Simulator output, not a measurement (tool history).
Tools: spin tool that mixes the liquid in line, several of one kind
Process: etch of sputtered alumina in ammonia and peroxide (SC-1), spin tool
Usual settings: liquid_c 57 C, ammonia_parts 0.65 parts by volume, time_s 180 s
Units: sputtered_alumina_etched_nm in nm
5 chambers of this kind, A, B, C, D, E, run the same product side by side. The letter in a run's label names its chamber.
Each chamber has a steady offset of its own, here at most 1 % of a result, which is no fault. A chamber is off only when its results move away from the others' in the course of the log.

run,hour,liquid_c,ammonia_parts,time_s,"read-back film thickness of the sputtered alumina reference wafer, read on the same gauge (nm)",sputtered_alumina_etched_nm
1D,6.7,57,0.65,180,59.982,14.191
2C,15.8,57,0.65,180,60.004,14.278
3B,25.1,57,0.65,180,60.021,14.099
4E,35.7,57,0.65,180,60.012,14.282
5A,40.5,57,0.65,180,59.969,14.207
6A,47.3,57,0.65,180,59.985,14.262
7C,55.5,57,0.65,180,60.001,14.167
8E,62.9,57,0.65,180,59.988,14.095
9D,70.6,57,0.65,180,60.006,14.304
10B,78.9,57,0.65,180,60.009,14.099
11D,83.6,57,0.65,140,59.992,10.972
12C,89.6,57,0.65,140,60.003,11.009
13B,98.9,57,0.65,140,59.967,11.067
# hour 107.6: chamber B: thermometer replaced
14A,109.7,57,0.65,140,59.975,11.148
15E,118.0,57,0.65,140,59.966,11.162
16D,125.5,57,0.65,180,59.985,14.211
17C,135.1,57,0.65,180,59.988,14.215
18B,142.4,57,0.65,180,59.996,14.291
19A,147.4,57,0.65,180,60.040,14.237
20E,154.4,57,0.65,180,60.012,14.257
21E,159.1,57,0.65,180,60.004,14.285
22A,164.6,57,0.65,180,59.986,13.995
23D,172.3,57,0.65,180,60.042,14.198
24C,178.6,57,0.65,180,59.985,14.127
25B,183.4,57,0.65,180,60.000,14.159
26C,192.9,57,0.65,180,59.990,14.123
27D,200.0,57,0.65,180,60.010,14.170
28B,207.6,57,0.65,180,59.977,14.211
29A,214.3,57,0.65,180,59.996,13.759
30E,222.3,57,0.65,180,60.006,14.229
31B,232.9,57,0.65,180,60.023,14.068
32D,240.9,57,0.65,180,59.995,14.215
33A,247.8,57,0.65,180,59.992,13.428
34E,256.7,57,0.65,180,60.005,14.212
35C,262.7,57,0.65,180,60.012,14.371
36E,269.8,57,0.65,180,60.004,14.083
37D,280.2,57,0.65,180,60.004,14.015
38B,290.0,57,0.65,180,59.995,14.050
39C,297.3,57,0.65,180,59.993,14.074
# hour 304.0: chamber A: new drum of ammonia solution connected
40A,304.0,57,0.65,180,59.996,13.152
41E,311.4,57,0.65,180,59.981,14.052

Next, every chamber runs the same settings. What will each give?
42A,319.2,57,0.45,180,,?
42B,319.2,57,0.45,180,,?
42C,319.2,57,0.45,180,,?
42D,319.2,57,0.45,180,,?
42E,319.2,57,0.45,180,,?

run,sputtered_alumina_etched_nm
42A,12.543
42B,13.672
42C,13.638
42D,13.714
42E,13.687
